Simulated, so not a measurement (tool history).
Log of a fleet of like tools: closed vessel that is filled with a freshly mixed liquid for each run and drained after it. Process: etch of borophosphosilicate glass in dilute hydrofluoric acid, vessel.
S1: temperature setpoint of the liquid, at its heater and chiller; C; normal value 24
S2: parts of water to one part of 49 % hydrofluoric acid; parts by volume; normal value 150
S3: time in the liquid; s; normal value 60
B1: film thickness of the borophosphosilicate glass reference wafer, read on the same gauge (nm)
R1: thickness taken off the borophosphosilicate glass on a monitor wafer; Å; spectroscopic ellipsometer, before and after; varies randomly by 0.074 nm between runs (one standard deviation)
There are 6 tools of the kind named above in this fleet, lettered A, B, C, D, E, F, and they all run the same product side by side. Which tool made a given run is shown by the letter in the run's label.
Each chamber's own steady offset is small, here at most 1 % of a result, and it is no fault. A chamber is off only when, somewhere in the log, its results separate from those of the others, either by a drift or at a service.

run,hour,S1,S2,S3,B1,R1
1F,6.2,24,150,60,79.965,97.384
2A,13.6,24,150,60,80.002,98.339
3B,19.7,24,150,60,80.000,97.862
4C,25.8,24,150,60,80.015,97.144
5D,33.2,24,150,60,79.987,97.659
6E,38.3,24,150,60,79.998,98.306
7C,47.6,24,150,60,80.029,98.511
8B,55.9,24,150,60,79.968,97.960
9E,63.3,24,150,60,80.057,99.416
10F,68.6,24,150,60,80.009,97.033
11D,78.0,24,150,60,80.002,99.173
12A,86.7,24,150,60,79.971,95.883
13D,96.1,24,150,60,80.008,98.845
14E,102.4,24,150,60,80.005,97.640
15A,112.1,24,150,60,79.966,96.409
16B,117.3,24,150,60,79.970,96.541
# hour 123.6: chamber B: thermometer replaced
17F,124.3,24,150,60,79.968,98.036
18C,132.9,24,200,90,80.007,103.300
19B,140.1,24,200,90,79.976,104.880
20A,150.3,24,200,90,80.036,103.210
21E,156.1,24,200,90,79.991,105.510
22C,161.2,24,200,90,79.941,103.580
23D,167.0,24,200,90,79.959,106.030
24F,174.3,24,150,60,79.981,98.089
25D,179.0,24,150,60,80.025,97.511
26F,187.7,24,150,60,79.983,98.037
27B,194.3,24,150,60,79.974,97.187
28A,200.6,24,150,90,79.985,145.580
29C,206.3,24,150,90,80.018,148.090
30E,213.2,24,150,90,79.942,148.540
31B,218.9,24,150,90,79.975,145.850
32E,223.8,24,150,90,80.005,147.170
33F,231.8,24,150,90,80.010,145.340
34D,240.3,24,150,60,79.980,98.124
35A,246.9,24,150,60,79.938,95.894
36C,254.9,24,150,60,80.059,97.333
37F,262.7,24,150,60,79.989,97.590
38E,268.4,24,150,75,80.028,122.040

The same settings go to every chamber for the next run, one line per chamber below. Forecast the results for each:
39A,276.2,24,200,60,,?
39B,276.2,24,200,60,,?
39C,276.2,24,200,60,,?
39D,276.2,24,200,60,,?
39E,276.2,24,200,60,,?
39F,276.2,24,200,60,,?

run,R1
39A,69.506
39B,69.041
39C,69.502
39D,69.677
39E,69.266
39F,70.465

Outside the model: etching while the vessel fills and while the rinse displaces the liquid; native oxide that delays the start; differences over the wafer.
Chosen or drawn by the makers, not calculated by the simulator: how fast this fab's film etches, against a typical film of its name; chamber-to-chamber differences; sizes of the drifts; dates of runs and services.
